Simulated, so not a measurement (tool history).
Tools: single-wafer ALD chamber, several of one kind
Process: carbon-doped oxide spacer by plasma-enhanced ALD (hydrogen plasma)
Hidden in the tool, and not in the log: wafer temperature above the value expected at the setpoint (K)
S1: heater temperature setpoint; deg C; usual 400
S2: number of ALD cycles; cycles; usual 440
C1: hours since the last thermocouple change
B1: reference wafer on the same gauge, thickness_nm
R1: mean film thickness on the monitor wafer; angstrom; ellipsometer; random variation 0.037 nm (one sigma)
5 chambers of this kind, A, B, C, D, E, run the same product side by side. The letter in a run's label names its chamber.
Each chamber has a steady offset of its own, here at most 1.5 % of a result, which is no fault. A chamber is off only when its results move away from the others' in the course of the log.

run,hour,S1,S2,C1,B1,R1
1C,12.3,400,440,254.6,19.694,218.39
2A,24.2,400,440,920.8,19.689,219.73
3B,37.7,400,440,1332.9,19.684,218.65
4D,51.3,400,440,111,19.681,219.5
5E,60.8,400,440,1069.9,19.685,221.98
6E,67.5,400,440,1076.6,19.677,222.2
7D,79.1,400,440,138.8,19.668,219.59
8B,87.7,400,440,1382.9,19.667,218.41
9C,100.5,400,440,342.8,19.659,218.77
10A,114.7,400,440,1011.3,19.66,219.91
11A,122.3,400,440,1018.9,19.649,220.13
12B,135.2,400,440,1430.4,19.651,217.72
13D,144,400,440,203.7,19.642,219.05
14E,151.5,400,440,1160.6,19.654,221.63
15C,160.6,400,440,402.9,19.644,218.38
16A,167,400,440,1063.6,19.636,218.88
17C,175.3,400,440,417.6,19.626,218.52
18D,186.5,400,440,246.2,19.628,218.94
19E,199.2,400,440,1208.3,19.622,221.41
20B,209.8,400,440,1505,19.621,217.69
21C,222.2,400,440,464.5,19.609,218.51
22A,231.5,400,440,1128.1,19.607,218.3
23E,242.2,400,440,1251.3,19.61,221.62
24D,256.1,400,440,315.8,19.603,218.85
25B,264.7,400,440,1559.9,19.595,216.58
26D,272.7,400,440,332.4,19.598,218.56
27E,283.2,400,440,1292.3,19.588,221.38
28B,296.7,400,440,1591.9,19.581,216.84
29A,304.6,400,440,1201.2,19.58,219.03
30C,312.9,400,440,555.2,19.579,217.57
31D,324.8,400,440,384.5,19.569,217.81
32C,334.7,400,363,577,19.568,179.72

What goes on in this fleet: one chamber off, a drifting gauge, or nothing beyond the chambers' own small offsets? Name the chamber and the cause, if any.

The gauge drifts, so all chambers seem to drift together. No chamber is off.
Cause: gauge reads low (%) = 0.693.
